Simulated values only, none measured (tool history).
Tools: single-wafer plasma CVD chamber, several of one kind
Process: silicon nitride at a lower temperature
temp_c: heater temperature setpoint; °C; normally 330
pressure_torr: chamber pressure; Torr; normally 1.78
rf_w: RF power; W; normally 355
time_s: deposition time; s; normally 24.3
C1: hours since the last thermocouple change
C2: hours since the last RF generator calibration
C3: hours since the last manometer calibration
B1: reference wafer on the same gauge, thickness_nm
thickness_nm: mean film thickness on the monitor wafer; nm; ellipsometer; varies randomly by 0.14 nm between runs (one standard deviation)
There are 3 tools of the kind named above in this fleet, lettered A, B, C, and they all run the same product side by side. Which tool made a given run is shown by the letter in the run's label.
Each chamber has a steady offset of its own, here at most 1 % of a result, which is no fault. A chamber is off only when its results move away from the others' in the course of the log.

run 1C hour=11 | temp_c=330 pressure_torr=1.78 rf_w=355 time_s=24.3 | C1=1602.1 C2=344.1 C3=64.3 | B1=30.203 | thickness_nm=33.133
run 2A hour=16.5 | temp_c=330 pressure_torr=1.78 rf_w=355 time_s=24.3 | C1=260.4 C2=445.8 C3=2373.2 | B1=30.208 | thickness_nm=32.879
run 3B hour=22.6 | temp_c=330 pressure_torr=1.78 rf_w=355 time_s=24.3 | C1=136.7 C2=423.6 C3=1857.1 | B1=30.243 | thickness_nm=33.082
run 4B hour=29.1 | temp_c=330 pressure_torr=1.78 rf_w=355 time_s=24.3 | C1=143.2 C2=430.1 C3=1863.6 | B1=30.2 | thickness_nm=32.795
run 5C hour=37.6 | temp_c=330 pressure_torr=1.78 rf_w=355 time_s=24.3 | C1=1628.7 C2=370.7 C3=90.9 | B1=30.152 | thickness_nm=33.026
run 6A hour=45 | temp_c=330 pressure_torr=1.78 rf_w=355 time_s=24.3 | C1=288.9 C2=474.3 C3=2401.7 | B1=30.232 | thickness_nm=33.094
run 7C hour=51.5 | temp_c=330 pressure_torr=1.78 rf_w=355 time_s=24.3 | C1=1642.6 C2=384.6 C3=104.8 | B1=30.208 | thickness_nm=33.406
run 8B hour=63 | temp_c=330 pressure_torr=1.78 rf_w=355 time_s=24.3 | C1=177.1 C2=464 C3=1897.5 | B1=30.232 | thickness_nm=32.623
run 9A hour=71.1 | temp_c=330 pressure_torr=1.45 rf_w=305 time_s=24.3 | C1=315 C2=500.4 C3=2427.8 | B1=30.212 | thickness_nm=28.126
run 10B hour=76.3 | temp_c=330 pressure_torr=1.45 rf_w=305 time_s=24.3 | C1=190.4 C2=477.3 C3=1910.8 | B1=30.206 | thickness_nm=27.907
run 11A hour=81.4 | temp_c=330 pressure_torr=1.45 rf_w=305 time_s=24.3 | C1=325.3 C2=510.7 C3=2438.1 | B1=30.21 | thickness_nm=28.369
run 12C hour=89.5 | temp_c=330 pressure_torr=1.78 rf_w=355 time_s=24.3 | C1=1680.6 C2=422.6 C3=142.8 | B1=30.204 | thickness_nm=33.202
run 13A hour=95.9 | temp_c=330 pressure_torr=1.78 rf_w=305 time_s=27.2 | C1=339.8 C2=525.2 C3=2452.6 | B1=30.207 | thickness_nm=33.138
run 14B hour=103.7 | temp_c=330 pressure_torr=1.78 rf_w=305 time_s=27.2 | C1=217.8 C2=504.7 C3=1938.2 | B1=30.172 | thickness_nm=33.132
run 15C hour=109 | temp_c=330 pressure_torr=1.78 rf_w=305 time_s=27.2 | C1=1700.1 C2=442.1 C3=162.3 | B1=30.18 | thickness_nm=33.875
run 16B hour=119.6 | temp_c=330 pressure_torr=1.78 rf_w=355 time_s=24.3 | C1=233.7 C2=520.6 C3=1954.1 | B1=30.216 | thickness_nm=32.444
run 17A hour=129.1 | temp_c=330 pressure_torr=1.78 rf_w=330 time_s=26.5 | C1=373 C2=558.4 C3=2485.8 | B1=30.226 | thickness_nm=34.373
run 18C hour=134.8 | temp_c=330 pressure_torr=1.78 rf_w=330 time_s=26.5 | C1=1725.9 C2=467.9 C3=188.1 | B1=30.215 | thickness_nm=34.225
run 19B hour=145.3 | temp_c=330 pressure_torr=1.78 rf_w=330 time_s=26.5 | C1=259.4 C2=546.3 C3=1979.8 | B1=30.236 | thickness_nm=33.432
run 20C hour=151.9 | temp_c=330 pressure_torr=1.78 rf_w=355 time_s=24.3 | C1=1743 C2=485 C3=205.2 | B1=30.202 | thickness_nm=32.803
run 21A hour=157.4 | temp_c=330 pressure_torr=1.78 rf_w=355 time_s=24.3 | C1=401.3 C2=586.7 C3=2514.1 | B1=30.154 | thickness_nm=32.826
run 22C hour=163.5 | temp_c=330 pressure_torr=1.78 rf_w=355 time_s=24.3 | C1=1754.6 C2=496.6 C3=216.8 | B1=30.203 | thickness_nm=32.838

Has any chamber moved away from the others, gradually or after a service, or does the common gauge drift, or do the chambers differ only by their own small steady offsets? State the chamber and the most likely cause if one applies.

Chamber B drifts away from the others.
Cause: delivered RF power below the setpoint (%) = 3.86.
The log may not tell that from: true pressure below the setpoint (%).

Below are 4 candidate recipes for chamber B's next run, each the usual settings with a change, their results shown as question marks. Which of them brings B's results back in line with what the other chambers give on the usual settings?
Allowed miss from the other chambers' usual-settings mean, per result, to count as in line: thickness_nm 0.5 nm
run 23B-1 hour=171.8 | temp_c=330 pressure_torr=1.77 rf_w=350 time_s=23.8 | thickness_nm=?
run 23B-2 hour=171.8 | temp_c=330 pressure_torr=1.75 rf_w=345 time_s=23.4 | thickness_nm=?
run 23B-3 hour=171.8 | temp_c=330 pressure_torr=1.79 rf_w=360 time_s=24.8 | thickness_nm=?
run 23B-4 hour=171.8 | temp_c=329 pressure_torr=2.19 rf_w=355 time_s=24.3 | thickness_nm=?

Other chambers, usual settings, mean: thickness_nm 33.056 nm
run=23B-1 thickness_nm=31.1
run=23B-2 thickness_nm=30.206
run=23B-3 thickness_nm=33.093
run=23B-4 thickness_nm=33.885
The right change is 23B-3: it brings the chamber back within the allowed miss of the others.
